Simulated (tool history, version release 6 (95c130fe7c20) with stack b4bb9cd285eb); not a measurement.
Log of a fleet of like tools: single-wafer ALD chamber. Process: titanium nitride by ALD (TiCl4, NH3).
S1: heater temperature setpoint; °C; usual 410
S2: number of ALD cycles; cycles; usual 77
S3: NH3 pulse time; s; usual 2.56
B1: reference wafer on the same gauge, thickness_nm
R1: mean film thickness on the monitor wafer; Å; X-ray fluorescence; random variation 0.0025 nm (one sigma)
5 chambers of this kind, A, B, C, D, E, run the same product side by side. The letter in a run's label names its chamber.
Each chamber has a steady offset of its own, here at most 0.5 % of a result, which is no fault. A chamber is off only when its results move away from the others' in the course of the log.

| run | hour | S1 | S2 | S3 | B1 | R1 |
|---|---|---|---|---|---|---|
| 1E | 7.5 | 410 | 77 | 2.56 | 1.8804 | 17.214 |
| 2B | 14.7 | 410 | 77 | 2.56 | 1.8808 | 17.186 |
| 3C | 19.5 | 410 | 77 | 2.56 | 1.8811 | 17.198 |
| 4D | 22.9 | 410 | 77 | 2.56 | 1.8808 | 17.115 |
| 5A | 26.1 | 410 | 77 | 2.56 | 1.8811 | 17.102 |
| 6B | 32.5 | 415 | 67 | 2.56 | 1.8816 | 14.986 |
| 7D | 38.2 | 415 | 67 | 2.56 | 1.8825 | 14.942 |
| 8A | 43.8 | 415 | 67 | 2.56 | 1.8828 | 14.949 |
| 9C | 51.1 | 415 | 67 | 2.56 | 1.8824 | 15.052 |
| 10E | 57.6 | 415 | 67 | 2.56 | 1.8834 | 15.024 |
| 11A | 62.8 | 410 | 77 | 2.56 | 1.8834 | 17.154 |
| 12D | 68.5 | 410 | 77 | 2.56 | 1.8841 | 17.185 |
| 13B | 72.3 | 410 | 77 | 2.56 | 1.8841 | 17.212 |
| 14E | 75.6 | 410 | 77 | 2.56 | 1.8838 | 17.261 |
| 15C | 82.6 | 410 | 77 | 2.56 | 1.8849 | 17.227 |
| 16A | 86 | 410 | 77 | 2.56 | 1.8854 | 17.154 |
| 17D | 90.9 | 410 | 77 | 2.56 | 1.8847 | 17.13 |
| 18E | 97.9 | 410 | 77 | 2.56 | 1.8859 | 17.222 |
| 19C | 102.6 | 410 | 77 | 2.56 | 1.8853 | 17.255 |
| 20B | 108.1 | 410 | 77 | 2.56 | 1.8853 | 17.212 |
| 21B | 114.7 | 410 | 77 | 2.56 | 1.886 | 17.222 |
| 22A | 120.7 | 410 | 77 | 2.56 | 1.886 | 17.218 |
| 23C | 124.2 | 410 | 77 | 2.56 | 1.8866 | 17.283 |
|  | 129.8 | chamber D: thermocouple changed; heater temperature recalibrated |
| 24D | 131.6 | 410 | 77 | 2.56 | 1.8869 | 17.149 |
| 25E | 135.6 | 410 | 77 | 1.97 | 1.888 | 17.121 |
| 26B | 140 | 410 | 77 | 1.97 | 1.888 | 17.035 |
| 27C | 144.3 | 410 | 77 | 1.97 | 1.8876 | 17.145 |
| 28E | 150.4 | 410 | 77 | 1.97 | 1.8881 | 17.163 |
| 29A | 155.3 | 410 | 77 | 1.97 | 1.8882 | 16.995 |
| 30D | 160.8 | 410 | 71 | 2.87 | 1.888 | 15.955 |
| 31C | 164.3 | 410 | 71 | 2.87 | 1.8884 | 15.945 |
| 32B | 171.3 | 410 | 71 | 2.87 | 1.8885 | 15.962 |
| 33E | 177.3 | 410 | 71 | 2.87 | 1.8893 | 15.989 |
| 34A | 182.7 | 410 | 71 | 2.87 | 1.8897 | 15.891 |
| 35D | 186.8 | 410 | 77 | 2.56 | 1.8891 | 17.235 |
| 36E | 191.7 | 410 | 77 | 2.56 | 1.8904 | 17.313 |
| 37A | 195.1 | 410 | 77 | 2.56 | 1.8905 | 17.19 |
| 38D | 199.6 | 410 | 77 | 2.56 | 1.8908 | 17.27 |
| 39B | 204.4 | 410 | 77 | 2.56 | 1.8909 | 17.269 |

All 5 chambers run these settings next. Forecast each chamber's results:
| 40A | 209.8 | 410 | 77 | 2.56 |  | ? |
| 40B | 209.8 | 410 | 77 | 2.56 |  | ? |
| 40C | 209.8 | 410 | 77 | 2.56 |  | ? |
| 40D | 209.8 | 410 | 77 | 2.56 |  | ? |
| 40E | 209.8 | 410 | 77 | 2.56 |  | ? |

| run | R1 |
|---|---|
| 40A | 17.214 |
| 40B | 17.274 |
| 40C | 17.31 |
| 40D | 17.226 |
| 40E | 17.271 |
